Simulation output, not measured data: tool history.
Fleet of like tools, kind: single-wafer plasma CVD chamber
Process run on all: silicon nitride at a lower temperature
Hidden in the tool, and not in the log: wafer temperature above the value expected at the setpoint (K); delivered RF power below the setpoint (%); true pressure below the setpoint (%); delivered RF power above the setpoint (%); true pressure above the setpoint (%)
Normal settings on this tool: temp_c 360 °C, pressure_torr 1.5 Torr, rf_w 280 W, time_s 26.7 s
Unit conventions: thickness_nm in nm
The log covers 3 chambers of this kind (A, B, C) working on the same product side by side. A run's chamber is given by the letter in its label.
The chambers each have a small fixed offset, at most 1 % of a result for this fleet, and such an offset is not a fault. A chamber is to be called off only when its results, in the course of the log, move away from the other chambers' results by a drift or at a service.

run	hour	temp_c	pressure_torr	rf_w	time_s	hours since the last thermocouple change	hours since the last RF generator calibration	hours since the last manometer calibration	read-back reference wafer on the same gauge, thickness_nm	thickness_nm
1C	3.9	360	1.5	280	26.7	690.4	789.3	867.6	26.716	29.249
2B	6.1	360	1.5	280	26.7	142.5	346.2	1104	26.696	29.438
3A	8.5	360	1.5	280	26.7	1081.4	278.7	606	26.707	29.006
4B	10.6	360	1.5	280	26.7	147	350.7	1108.5	26.713	29.572
5C	14.4	360	1.5	280	26.7	700.9	799.8	878.1	26.707	29.366
6A	17.1	360	1.5	280	26.7	1090	287.3	614.6	26.717	29.393
7C	19.9	360	1.5	280	26.7	706.4	805.3	883.6	26.695	29.552
8B	22.5	360	1.5	280	26.7	158.9	362.6	1120.4	26.685	29.359
9A	26.8	360	1.5	280	26.7	1099.7	297	624.3	26.684	29.329
10B	31.2	360	1.5	280	26.7	167.6	371.3	1129.1	26.721	29.509
11C	33.9	360	1.5	280	26.7	720.4	819.3	897.6	26.72	29.619
12A	37.4	360	1.5	280	26.7	1110.3	307.6	634.9	26.731	29.003
13A	41.8	360	1.5	280	26.7	1114.7	312	639.3	26.685	28.963
14C	46	360	1.5	280	26.7	732.5	831.4	909.7	26.714	29.359
15B	48.5	360	1.5	280	26.7	184.9	388.6	1146.4	26.671	29.365
16B	51.3	360	1.5	280	26.7	187.7	391.4	1149.2	26.728	29.722
17C	55	360	1.5	280	26.7	741.5	840.4	918.7	26.724	29.365
18A	58.9	360	1.5	280	26.7	1131.8	329.1	656.4	26.707	28.652
19A	63.1	360	1.5	280	26.7	1136	333.3	660.6	26.709	28.43
20C	66	360	1.5	280	26.7	752.5	851.4	929.7	26.727	29.365
21B	68.8	360	1.5	280	26.7	205.2	408.9	1166.7	26.728	29.536
22C	72.5	360	1.5	325	26.7	759	857.9	936.2	26.709	32.458
23B	76.8	360	1.5	325	26.7	213.2	416.9	1174.7	26.654	32.6
24A	81	360	1.5	325	26.7	1153.9	351.2	678.5	26.703	31.479
25B	83.7	360	1.5	280	26.7	220.1	423.8	1181.6	26.697	29.432
26C	88	360	1.5	280	26.7	774.5	873.4	951.7	26.709	29.348
27A	90.9	360	1.5	280	22.7	1163.8	361.1	688.4	26.711	23.805

Is one chamber out of step, is the gauge drifting, or do the chambers differ by no more than their own small offsets? For an off chamber, give its letter and the likeliest cause.

One chamber, A, drifts off from the rest bit by bit.
Most likely cause: delivered RF power below the setpoint (%) = 5.33.

Below are 4 candidate recipes for chamber A's next run, each the usual settings with a change, their results shown as question marks. Which of them brings A's results back in line with what the other chambers give on the usual settings?
To be in line, a result may differ from the other chambers' mean on the usual settings by at most: thickness_nm 0.53 nm
28A-1	94.2	360	1.46	270	25.2					?
28A-2	94.2	359	1.76	280	26.7					?
28A-3	94.2	360	1.56	280	28.9					?
28A-4	94.2	360	1.48	275	25.9					?

Other chambers, usual settings, mean: thickness_nm 29.503 nm
run	thickness_nm
28A-1	25.554
28A-2	29.296
28A-3	30.649
28A-4	26.717
The answer is 28A-2, which returns the chamber to within the allowed miss of the others.

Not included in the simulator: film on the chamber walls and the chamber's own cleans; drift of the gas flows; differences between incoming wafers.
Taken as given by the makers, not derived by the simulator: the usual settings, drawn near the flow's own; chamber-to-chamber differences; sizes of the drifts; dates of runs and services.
